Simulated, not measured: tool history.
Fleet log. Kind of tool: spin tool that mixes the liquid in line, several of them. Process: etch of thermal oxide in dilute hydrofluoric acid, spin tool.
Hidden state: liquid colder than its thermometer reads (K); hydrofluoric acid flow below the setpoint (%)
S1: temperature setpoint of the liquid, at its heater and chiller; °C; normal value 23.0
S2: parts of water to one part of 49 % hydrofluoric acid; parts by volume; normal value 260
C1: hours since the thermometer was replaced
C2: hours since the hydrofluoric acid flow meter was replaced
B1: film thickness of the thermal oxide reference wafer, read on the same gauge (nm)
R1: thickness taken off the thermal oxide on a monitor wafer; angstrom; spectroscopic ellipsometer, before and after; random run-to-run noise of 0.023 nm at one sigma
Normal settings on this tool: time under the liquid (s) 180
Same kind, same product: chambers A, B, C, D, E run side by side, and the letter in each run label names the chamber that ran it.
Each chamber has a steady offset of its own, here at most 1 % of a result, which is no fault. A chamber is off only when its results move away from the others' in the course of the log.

Run 1E, hour 9.5: usual settings; C1 1053.4; C2 1101.0; B1 120.03. Result: R1 25.707 angstrom.
Run 2D, hour 19.2: usual settings; C1 643.2; C2 202.0; B1 120.00. Result: R1 26.130 angstrom.
Run 3C, hour 25.5: usual settings; C1 467.3; C2 207.3; B1 119.98. Result: R1 25.488 angstrom.
Run 4A, hour 31.2: usual settings; C1 1693.0; C2 284.6; B1 119.98. Result: R1 25.189 angstrom.
Run 5B, hour 39.3: usual settings; C1 1904.6; C2 638.9; B1 119.98. Result: R1 25.398 angstrom.
Run 6A, hour 46.4: usual settings; C1 1708.2; C2 299.8; B1 120.02. Result: R1 25.315 angstrom.
Run 7C, hour 56.6: usual settings; C1 498.4; C2 238.4; B1 119.97. Result: R1 25.784 angstrom.
Run 8B, hour 62.4: usual settings; C1 1927.7; C2 662.0; B1 120.00. Result: R1 25.510 angstrom.
At hour 64.2: chamber A: thermometer replaced.
At hour 68.8: chamber B: thermometer replaced.
Run 9D, hour 72.2: usual settings; C1 696.2; C2 255.0; B1 119.98. Result: R1 25.996 angstrom.
Run 10E, hour 77.8: usual settings; C1 1121.7; C2 1169.3; B1 120.03. Result: R1 25.531 angstrom.
Run 11A, hour 86.3: usual settings but S2 180 parts by volume; C1 22.1; C2 339.7; B1 120.00. Result: R1 39.454 angstrom.
Run 12B, hour 93.2: usual settings but S2 180 parts by volume; C1 24.5; C2 692.8; B1 120.02. Result: R1 40.594 angstrom.
Run 13D, hour 100.7: usual settings but S2 180 parts by volume; C1 724.7; C2 283.5; B1 119.99. Result: R1 40.414 angstrom.
Run 14C, hour 106.1: usual settings but S2 180 parts by volume; C1 547.9; C2 287.9; B1 119.99. Result: R1 39.337 angstrom.
Run 15E, hour 116.4: usual settings but S2 180 parts by volume; C1 1160.3; C2 1207.9; B1 119.99. Result: R1 39.535 angstrom.
Run 16D, hour 124.4: usual settings; C1 748.4; C2 307.2; B1 120.00. Result: R1 26.262 angstrom.
Run 17A, hour 130.4: usual settings; C1 66.2; C2 383.8; B1 120.01. Result: R1 25.469 angstrom.
Run 18E, hour 135.8: usual settings but S1 26.5 °C; C1 1179.7; C2 1227.3; B1 119.99. Result: R1 28.607 angstrom.
Run 19B, hour 145.2: usual settings but S1 26.5 °C; C1 76.5; C2 744.8; B1 119.98. Result: R1 28.522 angstrom.
Run 20C, hour 155.4: usual settings but S1 26.5 °C; C1 597.2; C2 337.2; B1 119.98. Result: R1 27.827 angstrom.
Run 21B, hour 160.2: usual settings but S1 26.5 °C; C1 91.5; C2 759.8; B1 120.00. Result: R1 28.946 angstrom.
Run 22E, hour 169.4: usual settings but S1 26.5 °C; C1 1213.3; C2 1260.9; B1 119.98. Result: R1 29.320 angstrom.
Run 23C, hour 178.5: usual settings; C1 620.3; C2 360.3; B1 120.00. Result: R1 24.086 angstrom.
Run 24A, hour 188.7: usual settings; C1 124.5; C2 442.1; B1 120.00. Result: R1 25.521 angstrom.
Run 25D, hour 194.4: usual settings; C1 818.4; C2 377.2; B1 119.99. Result: R1 25.912 angstrom.
Run 26A, hour 203.8: usual settings; C1 139.6; C2 457.2; B1 119.99. Result: R1 25.761 angstrom.
Run 27C, hour 212.3: usual settings; C1 654.1; C2 394.1; B1 119.99. Result: R1 23.507 angstrom.
At hour 214.5: chamber D: thermometer replaced.
Run 28B, hour 222.7: usual settings but S2 175 parts by volume; C1 154.0; C2 822.3; B1 120.03. Result: R1 42.074 angstrom.
Run 29D, hour 232.2: usual settings but S2 175 parts by volume; C1 17.8; C2 415.0; B1 119.97. Result: R1 41.731 angstrom.
Run 30E, hour 242.2: usual settings but S2 175 parts by volume; C1 1286.1; C2 1333.7; B1 120.03. Result: R1 41.164 angstrom.

One chamber off, gauge drift, or nothing amiss beyond the chambers' own small offsets? If it is a chamber, which one, and what is the likeliest cause?

One chamber, C, drifts off from the rest bit by bit.
What lies behind it: hydrofluoric acid flow below the setpoint (%) = 7.73.
The log might look much the same if the cause were instead: liquid colder than its thermometer reads (K).

Below are 4 candidate recipes for chamber C's next run, each the usual settings with a change, their results shown as question marks. Which of them brings C's results back in line with what the other chambers give on the usual settings?
Counts as in line when no further than this from what the other chambers average on the usual settings: R1 0.790 angstrom
Run 31C-1, hour 250.1: usual settings but S2 265 parts by volume, time under the liquid (s) 175. Result: R1 ?.
Run 31C-2, hour 250.1: usual settings but S2 250 parts by volume, time under the liquid (s) 190. Result: R1 ?.
Run 31C-3, hour 250.1: usual settings but S1 24.0 °C. Result: R1 ?.
Run 31C-4, hour 250.1: usual settings but S1 20.0 °C. Result: R1 ?.

Mean of the other chambers on the usual settings: R1 25.588 angstrom
  run      R1
31C-1  22.100
31C-2  25.841
31C-3  24.145
31C-4  20.855
31C-2 puts the chamber back in line with the other chambers.

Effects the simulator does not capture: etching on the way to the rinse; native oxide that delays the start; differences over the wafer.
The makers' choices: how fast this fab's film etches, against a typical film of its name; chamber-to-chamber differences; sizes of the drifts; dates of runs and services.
